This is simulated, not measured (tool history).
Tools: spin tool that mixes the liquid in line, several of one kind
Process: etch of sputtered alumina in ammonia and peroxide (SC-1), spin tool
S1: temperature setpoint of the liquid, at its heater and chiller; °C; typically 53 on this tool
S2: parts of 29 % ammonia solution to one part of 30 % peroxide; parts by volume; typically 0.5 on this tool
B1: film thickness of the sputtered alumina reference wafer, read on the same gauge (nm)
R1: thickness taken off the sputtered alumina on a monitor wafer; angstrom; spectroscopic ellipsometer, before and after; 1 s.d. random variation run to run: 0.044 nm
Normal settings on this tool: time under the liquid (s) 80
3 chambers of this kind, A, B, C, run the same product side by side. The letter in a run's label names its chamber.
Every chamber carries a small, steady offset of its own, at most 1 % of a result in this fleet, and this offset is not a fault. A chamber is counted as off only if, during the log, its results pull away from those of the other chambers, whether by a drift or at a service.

{"run": "1B", "day": 0.238, "S1": 53, "S2": 0.5, "time under the liquid (s)": 80, "B1": 100.02, "R1": 47.282}
{"run": "2C", "day": 0.475, "S1": 53, "S2": 0.5, "time under the liquid (s)": 80, "B1": 99.996, "R1": 48.423}
{"run": "3A", "day": 0.583, "S1": 53, "S2": 0.5, "time under the liquid (s)": 80, "B1": 100.01, "R1": 48.26}
{"day": 0.596, "done": "chamber B: thermometer replaced"}
{"run": "4A", "day": 0.783, "S1": 53, "S2": 0.5, "time under the liquid (s)": 80, "B1": 99.998, "R1": 48.912}
{"run": "5B", "day": 0.917, "S1": 53, "S2": 0.5, "time under the liquid (s)": 80, "B1": 100, "R1": 47.908}
{"run": "6C", "day": 1.138, "S1": 53, "S2": 0.5, "time under the liquid (s)": 80, "B1": 99.987, "R1": 47.888}
{"run": "7B", "day": 1.304, "S1": 53, "S2": 0.5, "time under the liquid (s)": 80, "B1": 99.943, "R1": 47.691}
{"run": "8C", "day": 1.504, "S1": 53, "S2": 0.5, "time under the liquid (s)": 40, "B1": 99.989, "R1": 24.255}
{"day": 1.642, "done": "chamber B: ammonia flow meter replaced"}
{"run": "9A", "day": 1.658, "S1": 53, "S2": 0.5, "time under the liquid (s)": 40, "B1": 100.01, "R1": 23.908}
{"run": "10B", "day": 1.771, "S1": 53, "S2": 0.5, "time under the liquid (s)": 40, "B1": 100.01, "R1": 23.463}
{"run": "11A", "day": 1.883, "S1": 53, "S2": 0.5, "time under the liquid (s)": 80, "B1": 99.977, "R1": 48.352}
{"day": 2.1, "done": "chamber C: thermometer replaced"}
{"run": "12C", "day": 2.104, "S1": 53, "S2": 0.5, "time under the liquid (s)": 80, "B1": 99.972, "R1": 48.376}
{"run": "13B", "day": 2.238, "S1": 53, "S2": 0.5, "time under the liquid (s)": 80, "B1": 99.964, "R1": 47.002}
{"run": "14A", "day": 2.342, "S1": 53, "S2": 0.5, "time under the liquid (s)": 80, "B1": 100.04, "R1": 47.975}
{"run": "15C", "day": 2.496, "S1": 53, "S2": 0.5, "time under the liquid (s)": 80, "B1": 100.02, "R1": 48.34}
{"run": "16B", "day": 2.667, "S1": 53, "S2": 0.5, "time under the liquid (s)": 80, "B1": 100.02, "R1": 47.183}
{"run": "17C", "day": 2.771, "S1": 46.5, "S2": 0.5, "time under the liquid (s)": 60, "B1": 100, "R1": 25.266}
{"run": "18A", "day": 3.0, "S1": 46.5, "S2": 0.5, "time under the liquid (s)": 60, "B1": 99.979, "R1": 25.04}
{"run": "19B", "day": 3.121, "S1": 46.5, "S2": 0.5, "time under the liquid (s)": 60, "B1": 99.992, "R1": 25.078}
{"run": "20C", "day": 3.292, "S1": 53, "S2": 0.5, "time under the liquid (s)": 80, "B1": 100.02, "R1": 47.725}
{"run": "21A", "day": 3.417, "S1": 53, "S2": 0.5, "time under the liquid (s)": 80, "B1": 100.04, "R1": 48.598}
{"run": "22A", "day": 3.554, "S1": 53, "S2": 0.5, "time under the liquid (s)": 80, "B1": 99.998, "R1": 47.766}
{"run": "23C", "day": 3.738, "S1": 53, "S2": 0.5, "time under the liquid (s)": 80, "B1": 99.98, "R1": 47.688}
{"run": "24B", "day": 3.879, "S1": 53, "S2": 0.5, "time under the liquid (s)": 80, "B1": 100, "R1": 47.375}
{"run": "25A", "day": 4.075, "S1": 53, "S2": 0.5, "time under the liquid (s)": 80, "B1": 100, "R1": 47.999}
{"run": "26B", "day": 4.196, "S1": 53, "S2": 0.5, "time under the liquid (s)": 80, "B1": 100.04, "R1": 47.54}
{"run": "27C", "day": 4.417, "S1": 53, "S2": 0.5, "time under the liquid (s)": 80, "B1": 100, "R1": 48.445}
{"run": "28A", "day": 4.542, "S1": 53, "S2": 0.5, "time under the liquid (s)": 80, "B1": 100, "R1": 48.571}
{"day": 4.65, "done": "chamber A: thermometer replaced"}
{"run": "29B", "day": 4.721, "S1": 53, "S2": 0.5, "time under the liquid (s)": 80, "B1": 100.01, "R1": 47.412}
{"run": "30C", "day": 4.9, "S1": 53, "S2": 0.5, "time under the liquid (s)": 80, "B1": 99.985, "R1": 47.937}
{"run": "31A", "day": 5.012, "S1": 53, "S2": 0.5, "time under the liquid (s)": 80, "B1": 100, "R1": 48.531}
{"day": 5.129, "done": "chamber B: new drum of ammonia solution connected"}
{"run": "32B", "day": 5.204, "S1": 53, "S2": 0.4, "time under the liquid (s)": 40, "B1": 99.996, "R1": 23.2}

Is one chamber off against the others, does the gauge drift, or is nothing wrong? If a chamber is off, say which, and what the likeliest cause is.

No chamber stands off beyond its own small offset, and the gauge holds steady.

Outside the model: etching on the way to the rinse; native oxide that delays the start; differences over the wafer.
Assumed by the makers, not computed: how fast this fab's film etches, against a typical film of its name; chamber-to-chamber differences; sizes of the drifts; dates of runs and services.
